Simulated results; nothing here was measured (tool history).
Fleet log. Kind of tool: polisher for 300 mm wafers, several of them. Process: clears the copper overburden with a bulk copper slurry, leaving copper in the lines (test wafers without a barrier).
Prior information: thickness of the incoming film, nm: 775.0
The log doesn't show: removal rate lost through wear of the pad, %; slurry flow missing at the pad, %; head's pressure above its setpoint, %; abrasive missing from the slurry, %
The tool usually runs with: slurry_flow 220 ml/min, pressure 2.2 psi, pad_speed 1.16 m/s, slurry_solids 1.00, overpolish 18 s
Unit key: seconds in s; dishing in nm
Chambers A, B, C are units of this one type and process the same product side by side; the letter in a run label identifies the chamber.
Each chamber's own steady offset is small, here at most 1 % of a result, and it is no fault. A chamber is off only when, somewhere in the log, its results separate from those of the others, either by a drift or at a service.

run	day	slurry_flow	pressure	pad_speed	slurry_solids	overpolish	wafers polished on this pad	hours since the slurry nozzle was cleaned	hours since the head pressure was calibrated	hours since the slurry blender was calibrated	seconds	dishing
1C	0.383	220	2.2	1.16	1.00	18	1136	377.0	703.9	158.8	86.528	81.693
2A	0.658	220	2.2	1.16	1.00	18	742	500.3	48.2	106.7	85.951	81.193
# day 0.892: chamber A: slurry nozzle cleaned
3B	1.050	220	2.2	1.16	1.00	18	709	416.0	1092.7	89.8	84.987	82.747
4B	1.454	220	2.2	1.16	1.00	18	826	425.7	1102.4	99.5	88.053	83.900
# day 1.575: chamber C: worn pad replaced by a new one
5A	1.767	220	2.2	1.16	1.00	18	1061	21.0	74.8	133.3	86.711	81.001
6C	2.158	220	2.2	1.16	1.00	18	168	419.6	746.5	201.4	89.920	81.293
7B	2.550	220	2.2	1.16	1.00	18	1141	452.0	1128.7	125.8	86.363	84.323
# day 2.608: chamber A: worn pad replaced by a new one
# day 2.762: chamber A: slurry blender recalibrated
8A	2.825	220	2.2	1.16	1.00	18	62	46.4	100.2	1.5	84.914	83.913
9C	3.212	220	2.2	1.16	1.00	18	471	444.9	771.8	226.7	88.170	81.384
10B	3.404	220	2.2	1.16	1.00	18	1386	472.5	1149.2	146.3	85.787	80.800
11A	3.621	220	2.2	1.16	1.00	18	291	65.5	119.3	20.6	86.532	82.305
12C	4.029	190	2.2	1.16	1.00	12	706	464.5	791.4	246.3	91.730	61.561
13B	4.254	190	2.2	1.16	1.00	12	1630	492.9	1169.6	166.7	88.648	61.933
# day 4.450: chamber B: slurry blender recalibrated
14C	4.529	190	2.2	1.16	1.00	12	849	476.5	803.4	258.3	88.362	61.394
15A	4.808	220	2.2	0.86	1.00	23	632	94.0	147.8	49.1	118.850	80.083
16A	5.104	220	2.2	0.86	1.00	23	717	101.1	154.9	56.2	116.200	80.256
# day 5.275: chamber C: slurry blender recalibrated
# day 5.404: chamber C: head pressure recalibrated
17B	5.404	220	2.2	0.86	1.00	23	1961	520.5	1197.2	22.9	121.630	77.392
18C	5.671	220	1.5	1.16	1.15	18	1178	503.9	6.5	9.6	122.580	61.292
19B	5.967	220	1.5	1.16	1.15	18	2123	534.0	1210.7	36.4	127.810	61.237
20C	6.333	220	1.5	1.16	1.15	18	1368	519.8	22.4	25.5	121.370	61.508
# day 6.608: chamber A: worn pad replaced by a new one
# day 6.625: chamber B: head pressure recalibrated
21A	6.658	220	2.2	1.16	1.00	18	14	138.4	192.2	93.5	84.306	82.904
22A	7.017	220	1.5	1.16	1.25	18	117	147.0	200.8	102.1	119.300	63.825
23B	7.221	220	1.5	1.16	1.25	18	2483	564.1	14.3	66.5	132.570	60.981
# day 7.271: chamber C: worn pad replaced by a new one
24C	7.475	220	1.5	1.16	1.25	18	58	547.2	49.8	52.9	123.790	63.110
25B	7.692	220	2.2	1.16	1.00	18	2618	575.4	25.6	77.8	93.186	79.557
26C	8.029	275	2.2	1.16	1.25	18	218	560.5	63.1	66.2	82.851	85.570
# day 8.258: chamber A: slurry blender recalibrated
27A	8.383	275	2.2	1.16	1.25	18	510	179.8	233.6	3.0	80.018	85.618
28B	8.704	275	2.2	1.16	1.25	18	2909	599.7	49.9	102.1	88.952	83.419
29C	9.058	220	2.6	1.16	1.00	18	513	585.2	87.8	90.9	74.790	92.388
30A	9.442	220	2.6	1.16	1.00	18	814	205.2	259.0	28.4	73.464	92.925
31B	9.729	220	2.6	1.16	1.00	18	3204	624.3	74.5	126.7	80.135	87.190
32C	9.938	220	2.2	1.16	1.00	18	766	606.3	108.9	112.0	89.443	81.681
33A	10.142	220	2.2	1.16	1.00	18	1015	222.0	275.8	45.2	85.477	83.554
34C	10.462	220	2.2	1.16	1.00	18	917	618.9	121.5	124.6	86.058	79.034
35A	10.642	220	2.2	1.16	1.00	18	1159	234.0	287.8	57.2	86.237	82.039
36B	11.004	220	2.2	1.16	1.00	18	3571	654.9	105.1	157.3	95.222	78.189
37B	11.325	220	2.2	1.16	1.00	18	3663	662.6	112.8	165.0	96.804	76.438

The same settings go to every chamber for the next run, one line per chamber below. Forecast the results for each:
38A	11.617	220	2.2	1.16	1.10	18					?	?
38B	11.617	220	2.2	1.16	1.10	18					?	?
38C	11.617	220	2.2	1.16	1.10	18					?	?

run	seconds	dishing
38A	84.669	81.456
38B	95.351	78.952
38C	86.881	82.030
